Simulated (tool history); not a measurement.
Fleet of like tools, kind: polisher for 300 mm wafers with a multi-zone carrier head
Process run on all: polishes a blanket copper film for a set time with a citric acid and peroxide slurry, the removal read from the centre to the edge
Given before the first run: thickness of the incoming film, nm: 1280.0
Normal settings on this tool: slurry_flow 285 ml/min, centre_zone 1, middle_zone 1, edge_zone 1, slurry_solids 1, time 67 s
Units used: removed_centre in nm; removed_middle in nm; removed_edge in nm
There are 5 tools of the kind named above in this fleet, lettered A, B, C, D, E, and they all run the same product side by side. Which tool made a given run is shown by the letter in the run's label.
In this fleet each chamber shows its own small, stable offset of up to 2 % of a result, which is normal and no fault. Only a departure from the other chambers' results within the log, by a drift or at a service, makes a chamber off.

| run | hour | slurry_flow | centre_zone | middle_zone | edge_zone | slurry_solids | time | removed_centre | removed_middle | removed_edge |
|---|---|---|---|---|---|---|---|---|---|---|
| 1E | 6.4 | 285 | 1 | 1 | 1 | 1 | 67 | 148.99 | 149.09 | 145.56 |
|  | 16.1 | chamber B: centre zone pressure recalibrated |
| 2A | 17 | 285 | 1 | 1 | 1 | 1 | 67 | 147.07 | 145.66 | 149.51 |
|  | 21.1 | chamber A: worn pad replaced by a new one |
| 3D | 22.3 | 285 | 1 | 1 | 1 | 1 | 67 | 147.05 | 145.06 | 147.82 |
| 4C | 29.2 | 285 | 1 | 1 | 1 | 1 | 67 | 148.81 | 149.5 | 148.49 |
| 5B | 40.9 | 285 | 1 | 1 | 1 | 1 | 67 | 150.84 | 148.2 | 146.29 |
| 6D | 52.9 | 285 | 1 | 1 | 1 | 1 | 67 | 146.64 | 147.66 | 149.44 |
|  | 55 | chamber D: worn pad replaced by a new one |
| 7B | 63.8 | 285 | 1 | 1 | 1 | 1 | 67 | 148.81 | 151.24 | 146.76 |
| 8E | 72.8 | 285 | 1 | 1 | 1 | 1 | 67 | 148.42 | 151.7 | 147.16 |
|  | 74.1 | chamber E: worn pad replaced by a new one |
| 9C | 79.7 | 285 | 1 | 1 | 1 | 1 | 67 | 149.4 | 147.82 | 146.33 |
| 10A | 91.3 | 285 | 1 | 1 | 1 | 1 | 67 | 145.98 | 142.93 | 148.95 |
|  | 92 | chamber A: worn pad replaced by a new one |
|  | 93 | chamber D: centre zone pressure recalibrated |
| 11B | 99.1 | 285 | 1 | 1 | 1 | 1 | 67 | 149.88 | 145.43 | 145.81 |
|  | 102.4 | chamber B: worn pad replaced by a new one |
| 12E | 109.2 | 285 | 1 | 1 | 1 | 1 | 67 | 149.42 | 146.38 | 149.22 |
| 13D | 114.4 | 345 | 1 | 1 | 1.06 | 1 | 67 | 151.58 | 149.8 | 154.72 |
|  | 123.4 | chamber D: worn pad replaced by a new one |
| 14A | 125 | 345 | 1 | 1 | 1.06 | 1 | 67 | 149.22 | 149.22 | 155.88 |
| 15C | 132.7 | 345 | 1 | 1 | 1.06 | 1 | 67 | 151.3 | 147.62 | 151.52 |
| 16B | 139.2 | 345 | 1 | 1 | 1.06 | 1 | 67 | 153.14 | 149.13 | 153.01 |
| 17A | 144.5 | 345 | 1 | 1 | 1.06 | 1 | 67 | 149.86 | 150.28 | 155.37 |
| 18D | 153.1 | 285 | 1 | 1 | 1 | 1 | 67 | 147.76 | 144.75 | 148.31 |
| 19E | 162.2 | 285 | 1 | 1 | 1 | 1 | 67 | 149.17 | 145.82 | 148.57 |
|  | 172.6 | chamber A: worn pad replaced by a new one |
| 20C | 174.2 | 285 | 1 | 1 | 1 | 1 | 67 | 143.42 | 143.59 | 142.94 |
| 21C | 182.3 | 285 | 1 | 0.96 | 1 | 1 | 67 | 142.01 | 136.43 | 140.59 |
| 22D | 187.7 | 285 | 1 | 0.96 | 1 | 1 | 67 | 147.75 | 138.36 | 149.31 |
| 23A | 195.9 | 285 | 1 | 0.96 | 1 | 1 | 67 | 146 | 143.78 | 149.3 |
|  | 198.6 | chamber D: worn pad replaced by a new one |
|  | 201.3 | chamber E: worn pad replaced by a new one |
| 24B | 207.2 | 285 | 1 | 0.96 | 1 | 1 | 67 | 149.15 | 140.4 | 147.7 |
|  | 218.3 | chamber D: edge zone pressure recalibrated |
| 25E | 218.3 | 285 | 1 | 0.96 | 1 | 1 | 67 | 147.67 | 141.11 | 145.61 |
| 26B | 227 | 285 | 1 | 1 | 1 | 1 | 67 | 149.54 | 148.9 | 144.78 |
|  | 228.8 | chamber A: slurry nozzle cleaned |
| 27E | 233 | 285 | 1 | 1 | 1 | 1 | 67 | 147.78 | 148.88 | 144.23 |
| 28D | 239.8 | 285 | 1.06 | 1 | 1 | 1 | 67 | 156.27 | 148.17 | 149.96 |
|  | 246 | chamber A: worn pad replaced by a new one |
| 29A | 248.7 | 285 | 1.06 | 1 | 1 | 1 | 67 | 153.68 | 150.25 | 148.91 |
| 30C | 260.3 | 285 | 1.06 | 1 | 1 | 1 | 67 | 144.61 | 136.97 | 133.56 |
| 31A | 269.9 | 285 | 1.06 | 1 | 1 | 1 | 67 | 154.87 | 146.68 | 148.44 |
| 32E | 280.7 | 285 | 1.06 | 1 | 1 | 1 | 67 | 156.99 | 144.39 | 146.73 |

One chamber off, gauge drift, or nothing amiss beyond the chambers' own small offsets? If it is a chamber, which one, and what is the likeliest cause?

It is chamber C that slowly wanders off from its peers.
Likeliest cause: removal rate lost through wear of the pad, % = 10.2.

Which of the 4 candidates below, each the usual settings with something changed and its results left as question marks, puts chamber C back in line with what the other chambers give on the usual settings?
To be in line, a result may differ from the other chambers' mean on the usual settings by at most: removed_centre 3.9 nm; removed_middle 6.9 nm; removed_edge 4 nm
| 33C-1 | 289.3 | 285 | 1 | 1.01 | 0.99 | 1 | 60 | ? | ? | ? |
| 33C-2 | 289.3 | 280 | 1 | 1.01 | 0.98 | 0.95 | 55 | ? | ? | ? |
| 33C-3 | 289.3 | 290 | 1 | 0.99 | 1.02 | 1.05 | 82 | ? | ? | ? |
| 33C-4 | 289.3 | 285 | 1 | 0.99 | 1.01 | 1 | 74 | ? | ? | ? |

Average result of the remaining chambers running the usual settings: removed_centre 148.11 nm; removed_middle 147.04 nm; removed_edge 147.88 nm
| run | removed_centre | removed_middle | removed_edge |
|---|---|---|---|
| 33C-1 | 119.4 | 119.54 | 117.43 |
| 33C-2 | 108.04 | 108.2 | 105.76 |
| 33C-3 | 165.18 | 162.4 | 165.01 |
| 33C-4 | 147.23 | 144.78 | 146.4 |
33C-4 puts the chamber back in line with the other chambers.
